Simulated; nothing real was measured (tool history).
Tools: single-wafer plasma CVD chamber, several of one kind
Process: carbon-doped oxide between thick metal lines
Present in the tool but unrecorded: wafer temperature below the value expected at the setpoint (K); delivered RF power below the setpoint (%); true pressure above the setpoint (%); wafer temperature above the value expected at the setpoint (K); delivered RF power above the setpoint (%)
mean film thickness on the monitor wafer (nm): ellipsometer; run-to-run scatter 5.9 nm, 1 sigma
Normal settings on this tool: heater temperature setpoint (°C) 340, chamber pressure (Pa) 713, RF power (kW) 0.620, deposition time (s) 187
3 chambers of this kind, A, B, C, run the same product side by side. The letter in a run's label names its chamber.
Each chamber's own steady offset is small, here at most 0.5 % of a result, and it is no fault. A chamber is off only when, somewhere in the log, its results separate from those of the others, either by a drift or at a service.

run	hour	heater temperature setpoint (°C)	chamber pressure (Pa)	RF power (kW)	deposition time (s)	hours since the last thermocouple change	hours since the last RF generator calibration	hours since the last manometer calibration	read-back reference wafer on the same gauge, thickness_nm	mean film thickness on the monitor wafer (nm)
1A	8.2	340	713	0.620	187	1370.5	1693.7	1337.8	1327.5	1107.1
2B	17.7	340	713	0.620	187	955.1	1180.2	226.9	1330.4	1115.7
3C	23.9	340	713	0.620	187	253.6	784.2	2804.9	1328.9	1122.4
4C	33.6	340	713	0.620	187	263.3	793.9	2814.6	1327.9	1098.7
5A	38.8	340	713	0.620	187	1401.1	1724.3	1368.4	1329.3	1125.6
6B	45.4	340	713	0.620	187	982.8	1207.9	254.6	1329.3	1116.8
7A	51.8	340	713	0.620	187	1414.1	1737.3	1381.4	1327.6	1115.5
8C	57.0	340	713	0.620	187	286.7	817.3	2838.0	1330.3	1108.5
9B	65.9	340	713	0.620	187	1003.3	1228.4	275.1	1331.8	1109.3
10A	73.5	340	713	0.620	187	1435.8	1759.0	1403.1	1329.5	1110.2
11B	79.2	340	713	0.620	187	1016.6	1241.7	288.4	1330.6	1119.3
12C	90.2	340	713	0.620	187	319.9	850.5	2871.2	1330.8	1095.4
13B	99.6	340	713	0.620	187	1037.0	1262.1	308.8	1330.7	1112.2
14C	109.9	340	713	0.620	187	339.6	870.2	2890.9	1330.4	1100.7
15A	115.0	340	713	0.620	187	1477.3	1800.5	1444.6	1331.4	1104.1
16A	124.1	340	713	0.620	187	1486.4	1809.6	1453.7	1329.0	1087.7
17C	132.1	340	713	0.620	187	361.8	892.4	2913.1	1331.0	1115.4
18B	142.4	340	713	0.620	187	1079.8	1304.9	351.6	1329.9	1122.0
# hour 150.9: chamber C: capacitance manometer re-zeroed and calibrated
19A	151.2	340	563	0.620	187	1513.5	1836.7	1480.8	1328.3	1056.6
20C	157.4	340	563	0.620	187	387.1	917.7	6.5	1327.4	1061.3

Each of the 3 chambers runs these same settings next. Fill in every chamber's results:
21A	165.4	334	713	0.620	187					?
21B	165.4	334	713	0.620	187					?
21C	165.4	334	713	0.620	187					?

run	mean film thickness on the monitor wafer (nm)
21A	1109.1
21B	1130.8
21C	1135.0
